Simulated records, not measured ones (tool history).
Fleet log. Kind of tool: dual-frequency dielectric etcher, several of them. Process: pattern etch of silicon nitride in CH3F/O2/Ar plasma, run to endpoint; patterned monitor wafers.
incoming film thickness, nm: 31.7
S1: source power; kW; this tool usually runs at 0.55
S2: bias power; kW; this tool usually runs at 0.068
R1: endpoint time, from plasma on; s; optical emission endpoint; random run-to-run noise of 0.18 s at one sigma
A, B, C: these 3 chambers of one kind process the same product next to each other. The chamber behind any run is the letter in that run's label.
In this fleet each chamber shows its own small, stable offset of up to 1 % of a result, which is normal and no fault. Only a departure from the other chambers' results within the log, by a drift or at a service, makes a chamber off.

run 1A hour=4.6 | S1=0.55 S2=0.068 | R1=41.194
run 2C hour=8.7 | S1=0.55 S2=0.068 | R1=41.426
run 3B hour=12.6 | S1=0.55 S2=0.068 | R1=41.035
run 4B hour=19 | S1=0.55 S2=0.068 | R1=40.946
run 5C hour=25.5 | S1=0.55 S2=0.068 | R1=41.978
run 6A hour=32.7 | S1=0.65 S2=0.081 | R1=36.583
run 7A hour=36.7 | S1=0.65 S2=0.081 | R1=36.749
run 8C hour=40.9 | S1=0.65 S2=0.081 | R1=37.074
run 9B hour=44.5 | S1=0.55 S2=0.068 | R1=41.081
run 10C hour=51 | S1=0.68 S2=0.076 | R1=37.108
run 11B hour=57.7 | S1=0.68 S2=0.076 | R1=36.532
run 12A hour=61.6 | S1=0.68 S2=0.076 | R1=36.872
-- hour=65.2 chamber C: wet clean of the chamber
run 13B hour=67.5 | S1=0.55 S2=0.068 | R1=41.523
run 14A hour=75 | S1=0.55 S2=0.068 | R1=41.711
run 15C hour=79.7 | S1=0.55 S2=0.081 | R1=40.725
run 16A hour=84.4 | S1=0.55 S2=0.081 | R1=39.001
run 17C hour=90.8 | S1=0.55 S2=0.081 | R1=40.847
run 18B hour=96.5 | S1=0.55 S2=0.068 | R1=41.161
run 19A hour=101.3 | S1=0.55 S2=0.068 | R1=41.461
run 20C hour=105 | S1=0.49 S2=0.056 | R1=48.254
run 21B hour=110.9 | S1=0.49 S2=0.056 | R1=45.936
run 22B hour=114.6 | S1=0.49 S2=0.056 | R1=45.746
run 23A hour=118.6 | S1=0.55 S2=0.068 | R1=41.338
run 24C hour=125.8 | S1=0.55 S2=0.068 | R1=42.934
run 25A hour=132.6 | S1=0.55 S2=0.068 | R1=41.197
-- hour=136 chamber B: wet clean of the chamber
run 26C hour=138.9 | S1=0.55 S2=0.068 | R1=42.832
run 27B hour=144.4 | S1=0.55 S2=0.068 | R1=41.319
run 28B hour=150.2 | S1=0.55 S2=0.068 | R1=41.003
run 29C hour=154.1 | S1=0.55 S2=0.068 | R1=43.413
run 30A hour=159.6 | S1=0.55 S2=0.068 | R1=41.312
run 31C hour=167 | S1=0.55 S2=0.068 | R1=43.109
run 32B hour=170.6 | S1=0.55 S2=0.068 | R1=41.157
run 33A hour=176.6 | S1=0.55 S2=0.068 | R1=41.436
run 34B hour=182 | S1=0.55 S2=0.068 | R1=41.006
run 35C hour=185.8 | S1=0.55 S2=0.068 | R1=43.12
run 36A hour=193.4 | S1=0.48 S2=0.074 | R1=42.257
run 37B hour=198.1 | S1=0.48 S2=0.074 | R1=42.173

All 3 chambers run these settings next. Forecast each chamber's results:
run 38A hour=203.5 | S1=0.43 S2=0.068 | R1=?
run 38B hour=203.5 | S1=0.43 S2=0.068 | R1=?
run 38C hour=203.5 | S1=0.43 S2=0.068 | R1=?

run=38A R1=45.067
run=38B R1=45.202
run=38C R1=47.418
